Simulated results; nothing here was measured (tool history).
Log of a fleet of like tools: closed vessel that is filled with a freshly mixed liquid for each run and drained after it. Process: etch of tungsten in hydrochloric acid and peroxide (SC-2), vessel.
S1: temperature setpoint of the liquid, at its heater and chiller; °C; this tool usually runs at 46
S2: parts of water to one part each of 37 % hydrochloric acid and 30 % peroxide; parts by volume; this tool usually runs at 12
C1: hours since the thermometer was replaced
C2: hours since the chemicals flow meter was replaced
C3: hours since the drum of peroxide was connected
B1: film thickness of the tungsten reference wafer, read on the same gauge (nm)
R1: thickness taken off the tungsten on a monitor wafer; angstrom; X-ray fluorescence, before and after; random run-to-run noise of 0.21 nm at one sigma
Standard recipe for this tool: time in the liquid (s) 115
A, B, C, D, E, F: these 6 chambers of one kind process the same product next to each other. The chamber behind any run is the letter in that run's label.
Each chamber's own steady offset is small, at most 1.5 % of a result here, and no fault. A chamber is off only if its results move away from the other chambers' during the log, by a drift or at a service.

Run 1D, hour 6.7: usual settings; C1 3281.6; C2 399.4; C3 265.2; B1 120.02. Result: R1 274.29 angstrom.
Run 2C, hour 11.8: usual settings; C1 1247.0; C2 285.2; C3 687.6; B1 119.98. Result: R1 277.10 angstrom.
Run 3F, hour 16.2: usual settings; C1 610.9; C2 1884.3; C3 215.0; B1 119.99. Result: R1 274.10 angstrom.
Run 4A, hour 21.2: usual settings; C1 1478.8; C2 1391.7; C3 792.1; B1 119.98. Result: R1 274.60 angstrom.
Run 5B, hour 29.4: usual settings; C1 609.6; C2 283.7; C3 326.4; B1 119.99. Result: R1 277.63 angstrom.
Run 6E, hour 33.5: usual settings but S2 17 parts by volume, time in the liquid (s) 145; C1 1642.9; C2 2105.2; C3 502.3; B1 120.01. Result: R1 257.85 angstrom.
Run 7F, hour 39.6: usual settings but S2 17 parts by volume, time in the liquid (s) 145; C1 634.3; C2 1907.7; C3 238.4; B1 119.99. Result: R1 258.48 angstrom.
Run 8C, hour 43.9: usual settings but S2 17 parts by volume, time in the liquid (s) 145; C1 1279.1; C2 317.3; C3 719.7; B1 120.01. Result: R1 259.84 angstrom.
At hour 45.7: chamber A: new drum of peroxide connected.
Run 9A, hour 47.5: usual settings but S2 17 parts by volume, time in the liquid (s) 145; C1 1505.1; C2 1418.0; C3 1.9; B1 120.01. Result: R1 257.20 angstrom.
Run 10B, hour 53.5: usual settings but S2 17 parts by volume, time in the liquid (s) 145; C1 633.7; C2 307.8; C3 350.5; B1 120.01. Result: R1 259.26 angstrom.
At hour 57.3: chamber D: thermometer replaced.
Run 11D, hour 60.5: usual settings but S2 17 parts by volume, time in the liquid (s) 145; C1 3.2; C2 453.2; C3 319.0; B1 119.99. Result: R1 256.05 angstrom.
Run 12E, hour 66.1: usual settings; C1 1675.5; C2 2137.8; C3 534.9; B1 120.01. Result: R1 273.29 angstrom.
Run 13B, hour 71.0: usual settings; C1 651.2; C2 325.3; C3 368.0; B1 119.99. Result: R1 277.15 angstrom.
Run 14E, hour 77.7: usual settings but S1 53 °C, time in the liquid (s) 90; C1 1687.1; C2 2149.4; C3 546.5; B1 120.00. Result: R1 342.93 angstrom.
At hour 84.2: chamber E: new drum of peroxide connected.
Run 15A, hour 85.1: usual settings but S1 53 °C, time in the liquid (s) 90; C1 1542.7; C2 1455.6; C3 39.5; B1 119.99. Result: R1 340.28 angstrom.
Run 16D, hour 89.0: usual settings but S1 53 °C, time in the liquid (s) 90; C1 31.7; C2 481.7; C3 347.5; B1 120.01. Result: R1 339.08 angstrom.
Run 17F, hour 93.3: usual settings but S1 53 °C, time in the liquid (s) 90; C1 688.0; C2 1961.4; C3 292.1; B1 119.99. Result: R1 335.48 angstrom.
At hour 95.3: chamber F: new drum of peroxide connected.
Run 18C, hour 99.7: usual settings but S1 53 °C, time in the liquid (s) 90; C1 1334.9; C2 373.1; C3 775.5; B1 120.00. Result: R1 347.76 angstrom.
Run 19D, hour 106.4: usual settings but S1 53 °C, time in the liquid (s) 90; C1 49.1; C2 499.1; C3 364.9; B1 119.98. Result: R1 340.98 angstrom.
Run 20A, hour 114.5: usual settings; C1 1572.1; C2 1485.0; C3 68.9; B1 119.99. Result: R1 274.82 angstrom.
Run 21F, hour 122.8: usual settings; C1 717.5; C2 1990.9; C3 27.6; B1 120.02. Result: R1 275.84 angstrom.
Run 22B, hour 128.0: usual settings; C1 708.2; C2 382.3; C3 425.0; B1 119.98. Result: R1 270.94 angstrom.
Run 23C, hour 133.9: usual settings; C1 1369.1; C2 407.3; C3 809.7; B1 120.01. Result: R1 275.62 angstrom.
Run 24E, hour 140.8: usual settings; C1 1750.2; C2 2212.5; C3 56.7; B1 119.99. Result: R1 274.76 angstrom.
Run 25B, hour 145.4: usual settings; C1 725.6; C2 399.7; C3 442.4; B1 120.01. Result: R1 268.45 angstrom.
Run 26E, hour 151.0: usual settings; C1 1760.4; C2 2222.7; C3 66.9; B1 120.01. Result: R1 272.43 angstrom.
Run 27D, hour 158.4: usual settings; C1 101.1; C2 551.1; C3 416.9; B1 119.99. Result: R1 274.61 angstrom.
Run 28F, hour 165.3: usual settings; C1 760.0; C2 2033.4; C3 70.1; B1 120.01. Result: R1 274.65 angstrom.
Run 29C, hour 171.9: usual settings; C1 1407.1; C2 445.3; C3 847.7; B1 120.00. Result: R1 277.35 angstrom.
Run 30A, hour 178.8: usual settings; C1 1636.4; C2 1549.3; C3 133.2; B1 119.98. Result: R1 272.01 angstrom.
Run 31A, hour 182.9: usual settings; C1 1640.5; C2 1553.4; C3 137.3; B1 120.00. Result: R1 274.16 angstrom.
Run 32E, hour 187.4: usual settings; C1 1796.8; C2 2259.1; C3 103.3; B1 120.00. Result: R1 275.83 angstrom.
Run 33B, hour 193.5: usual settings; C1 773.7; C2 447.8; C3 490.5; B1 120.00. Result: R1 266.16 angstrom.
Run 34D, hour 199.6: usual settings; C1 142.3; C2 592.3; C3 458.1; B1 120.01. Result: R1 273.91 angstrom.
Run 35F, hour 207.3: usual settings; C1 802.0; C2 2075.4; C3 112.1; B1 120.00. Result: R1 275.61 angstrom.
Run 36C, hour 215.3: usual settings; C1 1450.5; C2 488.7; C3 891.1; B1 119.99. Result: R1 280.09 angstrom.

Which is it: a chamber that has drifted or been left off by a service, a gauge drift common to all chambers, or only each chamber's usual small offset? If a chamber is off, name it and its likeliest cause.

Chamber B drifts away from the others.
What lies behind it: chemicals flow below the setpoint (%) = 5.99.
With only this log, it may be confused with: liquid colder than its thermometer reads (K); peroxide weaker than its label (%).

Which of the 4 candidates below, each the usual settings with something changed and its results left as question marks, puts chamber B back in line with what the other chambers give on the usual settings?
Maximum distance from the other chambers' mean on the usual settings for a result to count as in line: R1 7.30 angstrom
Run 37B-1, hour 221.3: usual settings but time in the liquid (s) 120. Result: R1 ?.
Run 37B-2, hour 221.3: usual settings but time in the liquid (s) 110. Result: R1 ?.
Run 37B-3, hour 221.3: usual settings but S2 11 parts by volume. Result: R1 ?.
Run 37B-4, hour 221.3: usual settings but S1 45.5 °C, time in the liquid (s) 110. Result: R1 ?.

Mean of the other chambers on the usual settings: R1 274.36 angstrom
  run      R1
37B-1  276.75
37B-2  253.69
37B-3  285.61
37B-4  245.15
The answer is 37B-1, which returns the chamber to within the allowed miss of the others.
